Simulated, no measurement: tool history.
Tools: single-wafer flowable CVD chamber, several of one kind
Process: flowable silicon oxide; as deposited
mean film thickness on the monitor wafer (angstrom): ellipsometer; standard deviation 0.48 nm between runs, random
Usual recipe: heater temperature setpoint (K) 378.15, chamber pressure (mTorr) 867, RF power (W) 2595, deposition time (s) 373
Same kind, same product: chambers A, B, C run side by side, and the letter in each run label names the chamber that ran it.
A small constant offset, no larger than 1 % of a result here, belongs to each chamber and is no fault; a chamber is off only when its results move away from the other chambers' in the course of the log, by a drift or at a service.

run,hour,heater temperature setpoint (K),chamber pressure (mTorr),RF power (W),deposition time (s),"read-back reference wafer on the same gauge, thickness_nm",mean film thickness on the monitor wafer (angstrom)
1A,6.9,378.15,867,2595,373,213.08,2227.2
2B,13.9,378.15,867,2595,373,213.02,2209.1
3C,22.9,378.15,867,2595,373,213.13,2232.5
4A,29.8,378.15,867,2595,373,212.96,2223.5
5C,35.8,378.15,867,2595,373,213.08,2228.0
6B,41.5,378.15,867,3085,373,213.01,2254.1
# hour 42.9: chamber C: capacitance manometer re-zeroed and calibrated
7B,47.9,378.15,867,3085,373,213.00,2239.1
8A,56.0,378.15,867,3085,373,212.98,2263.9
9C,61.4,378.15,867,2595,373,213.02,2231.3
10A,69.0,378.15,867,2595,373,213.01,2222.6
11B,77.9,378.15,867,2595,373,212.90,2212.9
12C,84.2,366.15,867,2750,373,213.06,3338.2
13A,92.8,366.15,867,2750,373,213.04,3352.2
14C,98.6,366.15,867,2750,373,213.01,3343.5
15B,103.1,378.15,867,2595,373,213.13,2208.3
16A,112.1,378.15,867,2595,373,213.01,2221.7
17C,121.0,378.15,867,2595,373,213.00,2235.6
18B,125.3,378.15,867,2595,373,213.12,2207.4
19A,132.9,378.15,867,2595,373,213.01,2222.6
20B,141.7,378.15,867,2595,373,213.09,2196.9
21C,149.6,368.15,867,2595,373,213.04,3126.5
22B,156.1,368.15,867,2595,373,213.05,3084.3
23C,162.0,368.15,867,2595,373,213.06,3136.1
# hour 164.5: chamber A: thermocouple changed; heater temperature recalibrated
24A,167.0,378.15,867,2595,373,212.97,2221.6
25A,173.4,378.15,867,2595,373,212.98,2218.4
26B,182.4,378.15,867,2595,373,212.99,2205.0
27C,190.9,378.15,867,2595,373,213.02,2265.8
28C,195.4,378.15,1004,2375,373,213.11,2675.6
29A,204.3,378.15,1004,2375,373,213.01,2648.8
30B,209.8,378.15,1004,2375,373,212.98,2602.1
31A,217.0,371.15,867,2595,314,213.07,2362.3
32C,223.0,371.15,867,2595,314,213.09,2413.2
33B,227.1,371.15,867,2595,314,213.09,2351.2
34C,236.0,378.15,867,2595,373,212.96,2287.0
35A,244.7,378.15,867,2595,373,212.92,2225.7
36B,250.2,378.15,867,2595,373,213.11,2202.3

Has any chamber moved away from the others, gradually or after a service, or does the common gauge drift, or do the chambers differ only by their own small steady offsets? State the chamber and the most likely cause if one applies.

One chamber, C, drifts off from the rest bit by bit.
Cause: wafer temperature below the value expected at the setpoint (K) = 0.733.
The log might look much the same if the cause were instead: true pressure above the setpoint (%).

Chamber C could run next with any of the 4 candidate recipes listed below; each alters the usual settings, and their results appear as question marks. Which one brings its results back in line with what the other chambers deliver on the usual settings?
In line means no further than this from the other chambers' mean on the usual settings: mean film thickness on the monitor wafer (angstrom) 18.0
37C-1,256.8,379.15,867,2595,373,,?
37C-2,256.8,378.15,889,2595,373,,?
37C-3,256.8,378.15,863,2595,372,,?
37C-4,256.8,378.15,871,2595,374,,?

What the other chambers average on the usual settings: mean film thickness on the monitor wafer (angstrom) 2215.8
run,mean film thickness on the monitor wafer (angstrom)
37C-1,2210.7
37C-2,2357.6
37C-3,2265.9
37C-4,2304.8
37C-1 puts the chamber back in line with the other chambers.
